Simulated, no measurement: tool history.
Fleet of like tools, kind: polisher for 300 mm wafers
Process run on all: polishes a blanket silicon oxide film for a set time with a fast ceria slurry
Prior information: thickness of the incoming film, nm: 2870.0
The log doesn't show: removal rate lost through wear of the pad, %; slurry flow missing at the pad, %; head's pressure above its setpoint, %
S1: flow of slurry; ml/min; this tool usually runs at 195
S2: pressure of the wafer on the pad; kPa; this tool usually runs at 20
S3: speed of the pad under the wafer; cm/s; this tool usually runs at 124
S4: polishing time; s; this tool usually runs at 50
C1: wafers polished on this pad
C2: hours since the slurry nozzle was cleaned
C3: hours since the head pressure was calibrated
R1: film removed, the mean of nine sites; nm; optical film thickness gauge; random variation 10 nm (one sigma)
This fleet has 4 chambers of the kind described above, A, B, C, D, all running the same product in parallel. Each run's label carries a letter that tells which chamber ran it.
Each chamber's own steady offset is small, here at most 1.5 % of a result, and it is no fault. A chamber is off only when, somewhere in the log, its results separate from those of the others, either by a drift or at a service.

{"hour": 0.8, "done": "chamber A: worn pad replaced by a new one"}
{"run": "1D", "hour": 5.2, "S1": 195, "S2": 20, "S3": 124, "S4": 50, "C1": 54, "C2": 231.8, "C3": 229.5, "R1": 1163.4}
{"run": "2B", "hour": 8.3, "S1": 195, "S2": 20, "S3": 124, "S4": 50, "C1": 166, "C2": 88.5, "C3": 636, "R1": 1200.4}
{"run": "3A", "hour": 12.7, "S1": 195, "S2": 20, "S3": 124, "S4": 50, "C1": 123, "C2": 452.3, "C3": 135.9, "R1": 1201.7}
{"run": "4C", "hour": 16.2, "S1": 195, "S2": 20, "S3": 124, "S4": 50, "C1": 190, "C2": 146.2, "C3": 393.3, "R1": 1165.7}
{"run": "5B", "hour": 19.5, "S1": 195, "S2": 13.8, "S3": 124, "S4": 50, "C1": 282, "C2": 99.7, "C3": 647.2, "R1": 812.37}
{"run": "6A", "hour": 23.5, "S1": 195, "S2": 13.8, "S3": 124, "S4": 50, "C1": 235, "C2": 463.1, "C3": 146.7, "R1": 834.45}
{"run": "7C", "hour": 27.6, "S1": 195, "S2": 13.8, "S3": 124, "S4": 50, "C1": 308, "C2": 157.6, "C3": 404.7, "R1": 797.42}
{"run": "8D", "hour": 30.8, "S1": 195, "S2": 13.8, "S3": 124, "S4": 50, "C1": 319, "C2": 257.4, "C3": 255.1, "R1": 810.54}
{"run": "9C", "hour": 35.2, "S1": 195, "S2": 20, "S3": 124, "S4": 50, "C1": 387, "C2": 165.2, "C3": 412.3, "R1": 1188.2}
{"hour": 40.8, "done": "chamber C: worn pad replaced by a new one"}
{"run": "10B", "hour": 40.8, "S1": 195, "S2": 20, "S3": 124, "S4": 50, "C1": 503, "C2": 121, "C3": 668.5, "R1": 1202.5}
{"run": "11D", "hour": 43.7, "S1": 195, "S2": 20, "S3": 124, "S4": 50, "C1": 453, "C2": 270.3, "C3": 268, "R1": 1157.7}
{"run": "12A", "hour": 49.5, "S1": 195, "S2": 20, "S3": 124, "S4": 50, "C1": 505, "C2": 489.1, "C3": 172.7, "R1": 1187.1}
{"hour": 51.2, "done": "chamber A: worn pad replaced by a new one"}
{"run": "13C", "hour": 55.4, "S1": 195, "S2": 22.8, "S3": 124, "S4": 63, "C1": 151, "C2": 185.4, "C3": 432.5, "R1": 1676.9}
{"hour": 56.2, "done": "chamber D: worn pad replaced by a new one"}
{"run": "14D", "hour": 60.1, "S1": 195, "S2": 22.8, "S3": 124, "S4": 63, "C1": 40, "C2": 286.7, "C3": 284.4, "R1": 1665.8}
{"run": "15A", "hour": 66.0, "S1": 195, "S2": 22.8, "S3": 124, "S4": 63, "C1": 153, "C2": 505.6, "C3": 189.2, "R1": 1709.6}
{"hour": 70.1, "done": "chamber B: worn pad replaced by a new one"}
{"run": "16B", "hour": 70.6, "S1": 195, "S2": 22.8, "S3": 124, "S4": 63, "C1": 5, "C2": 150.8, "C3": 698.3, "R1": 1739.8}
{"run": "17C", "hour": 74.0, "S1": 195, "S2": 20, "S3": 124, "S4": 50, "C1": 344, "C2": 204, "C3": 451.1, "R1": 1170.2}
{"run": "18B", "hour": 79.8, "S1": 195, "S2": 20, "S3": 124, "S4": 50, "C1": 101, "C2": 160, "C3": 707.5, "R1": 1221.6}
{"run": "19D", "hour": 82.4, "S1": 195, "S2": 20, "S3": 124, "S4": 50, "C1": 271, "C2": 309, "C3": 306.7, "R1": 1170.8}
{"run": "20A", "hour": 86.3, "S1": 195, "S2": 20, "S3": 124, "S4": 50, "C1": 364, "C2": 525.9, "C3": 209.5, "R1": 1187.8}
{"run": "21D", "hour": 91.1, "S1": 195, "S2": 20, "S3": 124, "S4": 50, "C1": 362, "C2": 317.7, "C3": 315.4, "R1": 1148.2}
{"hour": 93.8, "done": "chamber C: worn pad replaced by a new one"}
{"run": "22C", "hour": 96.1, "S1": 195, "S2": 20, "S3": 124, "S4": 50, "C1": 24, "C2": 226.1, "C3": 473.2, "R1": 1183.9}
{"run": "23A", "hour": 100.2, "S1": 195, "S2": 20, "S3": 124, "S4": 50, "C1": 508, "C2": 539.8, "C3": 223.4, "R1": 1180.9}
{"run": "24B", "hour": 104.7, "S1": 195, "S2": 20, "S3": 124, "S4": 50, "C1": 359, "C2": 184.9, "C3": 732.4, "R1": 1226}
{"run": "25A", "hour": 109.2, "S1": 195, "S2": 20, "S3": 124, "S4": 50, "C1": 601, "C2": 548.8, "C3": 232.4, "R1": 1176.5}
{"hour": 110.9, "done": "chamber D: worn pad replaced by a new one"}
{"run": "26D", "hour": 112.6, "S1": 130, "S2": 16.5, "S3": 124, "S4": 50, "C1": 18, "C2": 339.2, "C3": 336.9, "R1": 909.02}
{"run": "27B", "hour": 115.5, "S1": 130, "S2": 16.5, "S3": 124, "S4": 50, "C1": 471, "C2": 195.7, "C3": 743.2, "R1": 962.79}
{"run": "28C", "hour": 119.8, "S1": 130, "S2": 16.5, "S3": 124, "S4": 50, "C1": 269, "C2": 249.8, "C3": 496.9, "R1": 899.28}
{"run": "29B", "hour": 125.3, "S1": 130, "S2": 16.5, "S3": 124, "S4": 50, "C1": 573, "C2": 205.5, "C3": 753, "R1": 977.1}

Does one chamber stand apart from the rest, does the shared gauge drift, or is all well apart from small per-chamber offsets? Give the chamber and the most likely cause, where there is one.

Little by little, chamber B moves away from the other chambers.
Cause: head's pressure above its setpoint, % = 7.03.

Below are 4 candidate recipes for chamber B's next run, each the usual settings with a change, their results shown as question marks. Which of them brings B's results back in line with what the other chambers give on the usual settings?
To be in line, a result may differ from the other chambers' mean on the usual settings by at most: R1 35 nm
{"run": "30B-1", "hour": 129.5, "S1": 195, "S2": 20.7, "S3": 126, "S4": 51, "R1": "?"}
{"run": "30B-2", "hour": 129.5, "S1": 195, "S2": 20, "S3": 124, "S4": 46, "R1": "?"}
{"run": "30B-3", "hour": 129.5, "S1": 195, "S2": 20.7, "S3": 130, "S4": 52, "R1": "?"}
{"run": "30B-4", "hour": 129.5, "S1": 195, "S2": 19.3, "S3": 118, "S4": 48, "R1": "?"}

Mean of the other chambers on the usual settings: R1 1174.1 nm
run=30B-1 R1=1351.9
run=30B-2 R1=1159.4
run=30B-3 R1=1422.8
run=30B-4 R1=1110.3
The answer is 30B-2, which returns the chamber to within the allowed miss of the others.
